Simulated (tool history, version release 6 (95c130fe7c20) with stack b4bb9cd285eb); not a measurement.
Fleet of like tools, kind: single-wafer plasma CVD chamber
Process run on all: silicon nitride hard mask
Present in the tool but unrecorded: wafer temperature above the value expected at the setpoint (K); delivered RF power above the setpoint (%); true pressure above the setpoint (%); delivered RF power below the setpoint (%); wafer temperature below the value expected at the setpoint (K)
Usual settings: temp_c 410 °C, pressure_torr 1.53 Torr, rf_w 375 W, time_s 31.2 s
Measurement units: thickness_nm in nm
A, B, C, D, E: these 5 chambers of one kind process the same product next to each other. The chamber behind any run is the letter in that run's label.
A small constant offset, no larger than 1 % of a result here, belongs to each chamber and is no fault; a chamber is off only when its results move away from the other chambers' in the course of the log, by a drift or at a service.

run,hour,temp_c,pressure_torr,rf_w,time_s,hours since the last thermocouple change,hours since the last RF generator calibration,hours since the last manometer calibration,"read-back reference wafer on the same gauge, thickness_nm",thickness_nm
1C,7.4,410,1.53,375,31.2,315.1,1188.5,144.4,45.891,40.933
2A,13.9,410,1.53,375,31.2,1637.6,256.5,1666.3,45.903,40.441
3B,24.6,410,1.53,375,31.2,635.2,792.1,286.7,45.915,40.815
4E,38,410,1.53,375,31.2,763,1169.6,686.3,45.914,40.902
5D,45.7,410,1.53,375,31.2,1092.1,1774.3,1162.9,45.923,40.965
6D,59.1,403,1.53,375,27.2,1105.5,1787.7,1176.3,45.933,35.92
7C,73.4,403,1.53,375,27.2,381.1,1254.5,210.4,45.964,35.877
8A,87.1,403,1.53,375,27.2,1710.8,329.7,1739.5,45.971,35.406
9B,100.4,403,1.53,375,27.2,711,867.9,362.5,45.985,35.719
10E,114.7,403,1.53,375,27.2,839.7,1246.3,763,45.977,35.885
11B,126.2,410,1.53,375,31.2,736.8,893.7,388.3,45.99,40.849
12D,136.2,410,1.53,375,31.2,1182.6,1864.8,1253.4,45.989,41.033
13A,148.3,410,1.53,375,31.2,1772,390.9,1800.7,46,40.584
14C,162.5,410,1.53,345,31.2,470.2,1343.6,299.5,46.025,38.999
15E,175.9,410,1.53,345,31.2,900.9,1307.5,824.2,46.035,38.843
16C,184.9,410,1.53,345,31.2,492.6,1366,321.9,46.037,39.07
17B,199.3,410,1.53,345,31.2,809.9,966.8,461.4,46.052,38.661
18A,210.1,410,1.53,345,31.2,1833.8,452.7,1862.5,46.05,38.698
19E,221,410,1.53,375,31.2,946,1352.6,869.3,46.059,40.987
20D,230.2,410,1.53,375,31.2,1276.6,1958.8,1347.4,46.057,41.192
21D,244.4,410,1.53,375,31.2,1290.8,1973,1361.6,46.072,41.126
22C,253.1,410,1.53,375,31.2,560.8,1434.2,390.1,46.084,41.168
# hour 258.6: chamber C: RF generator calibrated
23B,263.9,410,1.53,375,31.2,874.5,1031.4,526,46.088,40.962
24A,275.8,410,1.53,375,31.2,1899.5,518.4,1928.2,46.095,40.55
25E,283.2,410,1.53,375,31.2,1008.2,1414.8,931.5,46.107,41.042
26A,296.1,410,1.53,375,31.2,1919.8,538.7,1948.5,46.142,40.72
27E,309,410,1.78,375,31.2,1034,1440.6,957.3,46.118,42.886
28B,318.1,410,1.78,375,31.2,928.7,1085.6,580.2,46.128,42.738
29D,332.1,410,1.78,375,31.2,1378.5,2060.7,1449.3,46.155,42.94
30C,346,410,1.78,375,31.2,653.7,87.5,483,46.153,43.023
31A,354.5,410,1.78,375,31.2,1978.2,597.1,2006.9,46.136,42.417
32C,368.5,410,1.53,375,34.1,676.2,110,505.5,46.143,45.026

Next, all 5 chambers run the settings below, one line each with question marks for the results. What does each chamber give?
33A,379,410,1.53,375,31.2,,,,,?
33B,379,410,1.53,375,31.2,,,,,?
33C,379,410,1.53,375,31.2,,,,,?
33D,379,410,1.53,375,31.2,,,,,?
33E,379,410,1.53,375,31.2,,,,,?

run,thickness_nm
33A,40.77
33B,40.932
33C,41.211
33D,41.261
33E,41.144

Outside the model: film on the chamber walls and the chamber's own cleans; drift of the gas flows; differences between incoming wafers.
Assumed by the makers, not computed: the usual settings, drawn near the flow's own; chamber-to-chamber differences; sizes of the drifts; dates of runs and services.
